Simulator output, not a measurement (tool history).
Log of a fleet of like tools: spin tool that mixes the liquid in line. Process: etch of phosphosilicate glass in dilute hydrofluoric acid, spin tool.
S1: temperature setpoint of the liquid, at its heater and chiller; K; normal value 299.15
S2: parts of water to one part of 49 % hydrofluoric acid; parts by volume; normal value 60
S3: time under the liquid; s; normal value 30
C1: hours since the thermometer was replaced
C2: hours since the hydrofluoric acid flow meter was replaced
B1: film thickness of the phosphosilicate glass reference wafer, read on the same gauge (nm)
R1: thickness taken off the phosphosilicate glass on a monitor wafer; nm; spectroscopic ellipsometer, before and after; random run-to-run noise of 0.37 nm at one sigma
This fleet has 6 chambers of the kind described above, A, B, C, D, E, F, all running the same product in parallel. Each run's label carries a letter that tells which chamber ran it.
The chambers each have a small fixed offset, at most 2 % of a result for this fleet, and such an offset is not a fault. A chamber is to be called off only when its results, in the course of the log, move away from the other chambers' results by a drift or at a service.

| run | hour | S1 | S2 | S3 | C1 | C2 | B1 | R1 |
|---|---|---|---|---|---|---|---|---|
| 1C | 8.5 | 299.15 | 60 | 30 | 2032.0 | 582.3 | 140.00 | 50.383 |
| 2F | 18.3 | 299.15 | 60 | 30 | 854.4 | 539.8 | 140.02 | 51.064 |
|  | 27.4 | chamber C: hydrofluoric acid flow meter replaced |
| 3A | 27.9 | 299.15 | 60 | 30 | 247.1 | 1142.6 | 140.00 | 50.906 |
| 4B | 34.2 | 299.15 | 60 | 30 | 2190.3 | 1239.4 | 139.98 | 50.542 |
| 5D | 43.0 | 299.15 | 60 | 30 | 305.2 | 488.0 | 140.01 | 51.992 |
| 6E | 51.3 | 299.15 | 60 | 30 | 478.7 | 552.0 | 140.00 | 51.116 |
|  | 53.6 | chamber F: hydrofluoric acid flow meter replaced |
| 7A | 63.8 | 299.15 | 60 | 30 | 283.0 | 1178.5 | 140.00 | 50.839 |
| 8F | 73.5 | 299.15 | 60 | 30 | 909.6 | 20.0 | 139.99 | 50.268 |
| 9B | 80.6 | 299.15 | 60 | 30 | 2236.7 | 1285.8 | 140.01 | 51.208 |
| 10C | 91.4 | 297.65 | 60 | 30 | 2114.9 | 64.1 | 140.01 | 47.474 |
| 11E | 102.3 | 297.65 | 60 | 30 | 529.7 | 603.0 | 140.01 | 48.244 |
| 12D | 113.1 | 297.65 | 60 | 30 | 375.3 | 558.1 | 139.99 | 48.785 |
| 13A | 122.9 | 297.65 | 60 | 30 | 342.1 | 1237.6 | 140.00 | 48.189 |
| 14F | 135.0 | 297.65 | 60 | 30 | 971.1 | 81.5 | 140.00 | 47.719 |
| 15D | 141.0 | 297.65 | 60 | 30 | 403.2 | 586.0 | 140.00 | 49.561 |
| 16B | 152.7 | 299.15 | 60 | 30 | 2308.8 | 1357.9 | 139.97 | 50.908 |
|  | 157.7 | chamber B: hydrofluoric acid flow meter replaced |
| 17E | 159.1 | 299.15 | 60 | 30 | 586.5 | 659.8 | 139.99 | 50.867 |
| 18C | 165.2 | 299.15 | 75 | 30 | 2188.7 | 137.9 | 140.00 | 39.554 |
| 19D | 177.3 | 299.15 | 75 | 30 | 439.5 | 622.3 | 140.02 | 40.132 |
| 20F | 184.4 | 299.15 | 75 | 30 | 1020.5 | 130.9 | 140.02 | 39.472 |
| 21A | 193.9 | 299.15 | 75 | 30 | 413.1 | 1308.6 | 140.01 | 40.279 |
| 22C | 202.2 | 299.15 | 75 | 30 | 2225.7 | 174.9 | 140.01 | 38.742 |
| 23E | 212.2 | 299.15 | 75 | 30 | 639.6 | 712.9 | 140.00 | 39.626 |
| 24B | 222.5 | 299.15 | 60 | 15 | 2378.6 | 64.8 | 140.01 | 25.463 |
| 25A | 234.1 | 299.15 | 60 | 15 | 453.3 | 1348.8 | 140.01 | 25.644 |
| 26E | 246.3 | 299.15 | 60 | 15 | 673.7 | 747.0 | 140.03 | 25.110 |
| 27B | 256.1 | 299.15 | 60 | 15 | 2412.2 | 98.4 | 139.99 | 25.235 |
| 28C | 263.8 | 299.15 | 60 | 15 | 2287.3 | 236.5 | 140.00 | 24.472 |
| 29D | 273.0 | 299.15 | 60 | 15 | 535.2 | 718.0 | 140.00 | 25.787 |
| 30F | 281.6 | 299.15 | 60 | 30 | 1117.7 | 228.1 | 139.99 | 50.501 |
| 31B | 289.2 | 299.15 | 60 | 30 | 2445.3 | 131.5 | 139.98 | 50.545 |
| 32A | 301.2 | 295.15 | 35 | 30 | 520.4 | 1415.9 | 140.01 | 76.866 |
| 33C | 311.1 | 295.15 | 35 | 30 | 2334.6 | 283.8 | 140.01 | 72.723 |
| 34E | 321.1 | 295.15 | 35 | 30 | 748.5 | 821.8 | 140.00 | 76.500 |
| 35F | 333.5 | 295.15 | 35 | 30 | 1169.6 | 280.0 | 140.00 | 76.066 |
| 36D | 339.8 | 295.15 | 35 | 30 | 602.0 | 784.8 | 140.01 | 77.054 |
| 37F | 349.0 | 295.15 | 35 | 30 | 1185.1 | 295.5 | 140.02 | 76.543 |
| 38E | 354.8 | 299.15 | 60 | 30 | 782.2 | 855.5 | 140.02 | 51.089 |
| 39C | 364.9 | 299.15 | 60 | 30 | 2388.4 | 337.6 | 140.01 | 46.885 |
| 40D | 373.7 | 299.15 | 60 | 30 | 635.9 | 818.7 | 140.02 | 51.248 |
| 41A | 384.1 | 299.15 | 60 | 30 | 603.3 | 1498.8 | 140.01 | 50.906 |

Next, all 6 chambers run the settings below, one line each with question marks for the results. What does each chamber give?
| 42A | 393.0 | 299.15 | 60 | 50 |  |  |  | ? |
| 42B | 393.0 | 299.15 | 60 | 50 |  |  |  | ? |
| 42C | 393.0 | 299.15 | 60 | 50 |  |  |  | ? |
| 42D | 393.0 | 299.15 | 60 | 50 |  |  |  | ? |
| 42E | 393.0 | 299.15 | 60 | 50 |  |  |  | ? |
| 42F | 393.0 | 299.15 | 60 | 50 |  |  |  | ? |

| run | R1 |
|---|---|
| 42A | 86.125 |
| 42B | 84.395 |
| 42C | 77.484 |
| 42D | 86.405 |
| 42E | 84.343 |
| 42F | 85.041 |

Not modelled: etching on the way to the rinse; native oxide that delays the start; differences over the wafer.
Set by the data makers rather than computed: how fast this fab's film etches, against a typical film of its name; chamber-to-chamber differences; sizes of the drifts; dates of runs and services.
